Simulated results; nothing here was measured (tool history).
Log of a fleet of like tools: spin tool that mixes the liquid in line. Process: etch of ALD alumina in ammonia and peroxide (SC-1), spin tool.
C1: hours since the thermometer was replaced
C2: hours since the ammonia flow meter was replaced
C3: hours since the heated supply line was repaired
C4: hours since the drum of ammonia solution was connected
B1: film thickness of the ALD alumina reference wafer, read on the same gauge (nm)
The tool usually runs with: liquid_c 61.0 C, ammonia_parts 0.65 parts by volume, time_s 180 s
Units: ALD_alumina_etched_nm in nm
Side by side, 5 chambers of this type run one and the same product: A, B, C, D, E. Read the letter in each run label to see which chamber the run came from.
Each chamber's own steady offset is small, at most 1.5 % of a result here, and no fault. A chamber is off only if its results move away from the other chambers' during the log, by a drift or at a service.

run 1D day=0.162 | liquid_c=61.0 ammonia_parts=0.65 time_s=180 | C1=1399.7 C2=899.2 C3=1411.1 C4=381.9 | B1=30.059 | ALD_alumina_etched_nm=14.637
run 2B day=0.333 | liquid_c=61.0 ammonia_parts=0.65 time_s=180 | C1=187.4 C2=192.1 C3=646.0 C4=81.6 | B1=30.025 | ALD_alumina_etched_nm=14.415
run 3C day=0.508 | liquid_c=61.0 ammonia_parts=0.65 time_s=180 | C1=1036.6 C2=1157.9 C3=196.9 C4=683.6 | B1=30.000 | ALD_alumina_etched_nm=14.698
run 4A day=0.654 | liquid_c=61.0 ammonia_parts=0.65 time_s=180 | C1=1424.8 C2=734.3 C3=343.1 C4=508.6 | B1=30.017 | ALD_alumina_etched_nm=14.814
run 5E day=0.896 | liquid_c=61.0 ammonia_parts=0.65 time_s=180 | C1=391.6 C2=42.3 C3=85.2 C4=700.2 | B1=30.016 | ALD_alumina_etched_nm=14.681
run 6B day=1.117 | liquid_c=61.0 ammonia_parts=0.65 time_s=180 | C1=206.2 C2=210.9 C3=664.8 C4=100.4 | B1=29.980 | ALD_alumina_etched_nm=14.436
run 7D day=1.271 | liquid_c=61.0 ammonia_parts=0.65 time_s=180 | C1=1426.3 C2=925.8 C3=1437.7 C4=408.5 | B1=29.994 | ALD_alumina_etched_nm=14.838
run 8E day=1.438 | liquid_c=61.0 ammonia_parts=0.65 time_s=180 | C1=404.6 C2=55.3 C3=98.2 C4=713.2 | B1=29.958 | ALD_alumina_etched_nm=14.814
-- day=1.479 chamber A: new drum of ammonia solution connected
run 9C day=1.692 | liquid_c=61.0 ammonia_parts=0.65 time_s=180 | C1=1065.0 C2=1186.3 C3=225.3 C4=712.0 | B1=30.003 | ALD_alumina_etched_nm=14.512
run 10A day=1.904 | liquid_c=61.0 ammonia_parts=0.65 time_s=180 | C1=1454.8 C2=764.3 C3=373.1 C4=10.3 | B1=29.958 | ALD_alumina_etched_nm=14.430
-- day=1.979 chamber A: ammonia flow meter replaced
run 11B day=2.100 | liquid_c=61.0 ammonia_parts=0.65 time_s=180 | C1=229.8 C2=234.5 C3=688.4 C4=124.0 | B1=30.034 | ALD_alumina_etched_nm=14.559
run 12C day=2.246 | liquid_c=61.0 ammonia_parts=0.65 time_s=180 | C1=1078.3 C2=1199.6 C3=238.6 C4=725.3 | B1=29.984 | ALD_alumina_etched_nm=14.526
run 13E day=2.488 | liquid_c=61.0 ammonia_parts=0.65 time_s=180 | C1=429.8 C2=80.5 C3=123.4 C4=738.4 | B1=29.989 | ALD_alumina_etched_nm=14.676
run 14A day=2.746 | liquid_c=61.0 ammonia_parts=0.65 time_s=180 | C1=1475.0 C2=18.4 C3=393.3 C4=30.5 | B1=29.977 | ALD_alumina_etched_nm=14.248
run 15D day=2.954 | liquid_c=67.5 ammonia_parts=0.55 time_s=180 | C1=1466.7 C2=966.2 C3=1478.1 C4=448.9 | B1=30.029 | ALD_alumina_etched_nm=20.080
run 16D day=3.208 | liquid_c=67.5 ammonia_parts=0.55 time_s=180 | C1=1472.8 C2=972.3 C3=1484.2 C4=455.0 | B1=29.977 | ALD_alumina_etched_nm=20.017
run 17A day=3.333 | liquid_c=67.5 ammonia_parts=0.55 time_s=180 | C1=1489.1 C2=32.5 C3=407.4 C4=44.6 | B1=30.011 | ALD_alumina_etched_nm=19.642
run 18E day=3.521 | liquid_c=67.5 ammonia_parts=0.55 time_s=180 | C1=454.6 C2=105.3 C3=148.2 C4=763.2 | B1=29.964 | ALD_alumina_etched_nm=20.425
run 19B day=3.721 | liquid_c=67.5 ammonia_parts=0.55 time_s=180 | C1=268.7 C2=273.4 C3=727.3 C4=162.9 | B1=30.032 | ALD_alumina_etched_nm=19.262
run 20C day=3.929 | liquid_c=61.0 ammonia_parts=0.65 time_s=180 | C1=1118.7 C2=1240.0 C3=279.0 C4=765.7 | B1=29.960 | ALD_alumina_etched_nm=14.550
run 21D day=4.092 | liquid_c=61.0 ammonia_parts=0.65 time_s=180 | C1=1494.0 C2=993.5 C3=1505.4 C4=476.2 | B1=29.970 | ALD_alumina_etched_nm=14.547
run 22A day=4.304 | liquid_c=61.0 ammonia_parts=0.65 time_s=180 | C1=1512.4 C2=55.8 C3=430.7 C4=67.9 | B1=30.010 | ALD_alumina_etched_nm=13.887
run 23E day=4.525 | liquid_c=64.5 ammonia_parts=0.80 time_s=180 | C1=478.7 C2=129.4 C3=172.3 C4=787.3 | B1=29.968 | ALD_alumina_etched_nm=18.020
run 24B day=4.675 | liquid_c=64.5 ammonia_parts=0.80 time_s=180 | C1=291.6 C2=296.3 C3=750.2 C4=185.8 | B1=29.999 | ALD_alumina_etched_nm=17.836
run 25C day=4.904 | liquid_c=64.5 ammonia_parts=0.80 time_s=180 | C1=1142.1 C2=1263.4 C3=302.4 C4=789.1 | B1=29.954 | ALD_alumina_etched_nm=17.567
run 26C day=5.117 | liquid_c=64.5 ammonia_parts=0.80 time_s=180 | C1=1147.2 C2=1268.5 C3=307.5 C4=794.2 | B1=30.006 | ALD_alumina_etched_nm=17.718
run 27E day=5.338 | liquid_c=64.5 ammonia_parts=0.80 time_s=180 | C1=498.2 C2=148.9 C3=191.8 C4=806.8 | B1=30.036 | ALD_alumina_etched_nm=17.805
run 28B day=5.600 | liquid_c=61.0 ammonia_parts=0.65 time_s=180 | C1=313.8 C2=318.5 C3=772.4 C4=208.0 | B1=29.958 | ALD_alumina_etched_nm=14.487
run 29D day=5.738 | liquid_c=61.0 ammonia_parts=0.65 time_s=180 | C1=1533.5 C2=1033.0 C3=1544.9 C4=515.7 | B1=29.989 | ALD_alumina_etched_nm=14.523
run 30A day=5.888 | liquid_c=61.0 ammonia_parts=0.65 time_s=180 | C1=1550.4 C2=93.8 C3=468.7 C4=105.9 | B1=29.987 | ALD_alumina_etched_nm=13.771
run 31A day=6.117 | liquid_c=61.0 ammonia_parts=0.65 time_s=180 | C1=1555.9 C2=99.3 C3=474.2 C4=111.4 | B1=30.037 | ALD_alumina_etched_nm=13.632
run 32C day=6.308 | liquid_c=61.0 ammonia_parts=0.65 time_s=180 | C1=1175.8 C2=1297.1 C3=336.1 C4=822.8 | B1=29.991 | ALD_alumina_etched_nm=14.519
run 33D day=6.446 | liquid_c=61.0 ammonia_parts=0.65 time_s=180 | C1=1550.5 C2=1050.0 C3=1561.9 C4=532.7 | B1=30.016 | ALD_alumina_etched_nm=14.635
run 34E day=6.562 | liquid_c=61.0 ammonia_parts=0.65 time_s=180 | C1=527.6 C2=178.3 C3=221.2 C4=836.2 | B1=30.003 | ALD_alumina_etched_nm=14.910
run 35B day=6.717 | liquid_c=61.0 ammonia_parts=0.65 time_s=180 | C1=340.6 C2=345.3 C3=799.2 C4=234.8 | B1=29.984 | ALD_alumina_etched_nm=14.545
run 36C day=6.933 | liquid_c=61.0 ammonia_parts=0.65 time_s=180 | C1=1190.8 C2=1312.1 C3=351.1 C4=837.8 | B1=30.005 | ALD_alumina_etched_nm=14.570
run 37E day=7.079 | liquid_c=61.0 ammonia_parts=0.65 time_s=230 | C1=540.0 C2=190.7 C3=233.6 C4=848.6 | B1=30.023 | ALD_alumina_etched_nm=18.692
run 38B day=7.325 | liquid_c=61.0 ammonia_parts=0.65 time_s=230 | C1=355.2 C2=359.9 C3=813.8 C4=249.4 | B1=29.994 | ALD_alumina_etched_nm=18.450

The same settings go to every chamber for the next run, one line per chamber below. Forecast the results for each:
run 39A day=7.512 | liquid_c=61.0 ammonia_parts=0.65 time_s=180 | ALD_alumina_etched_nm=?
run 39B day=7.512 | liquid_c=61.0 ammonia_parts=0.65 time_s=180 | ALD_alumina_etched_nm=?
run 39C day=7.512 | liquid_c=61.0 ammonia_parts=0.65 time_s=180 | ALD_alumina_etched_nm=?
run 39D day=7.512 | liquid_c=61.0 ammonia_parts=0.65 time_s=180 | ALD_alumina_etched_nm=?
run 39E day=7.512 | liquid_c=61.0 ammonia_parts=0.65 time_s=180 | ALD_alumina_etched_nm=?

run=39A ALD_alumina_etched_nm=13.462
run=39B ALD_alumina_etched_nm=14.368
run=39C ALD_alumina_etched_nm=14.590
run=39D ALD_alumina_etched_nm=14.574
run=39E ALD_alumina_etched_nm=14.912
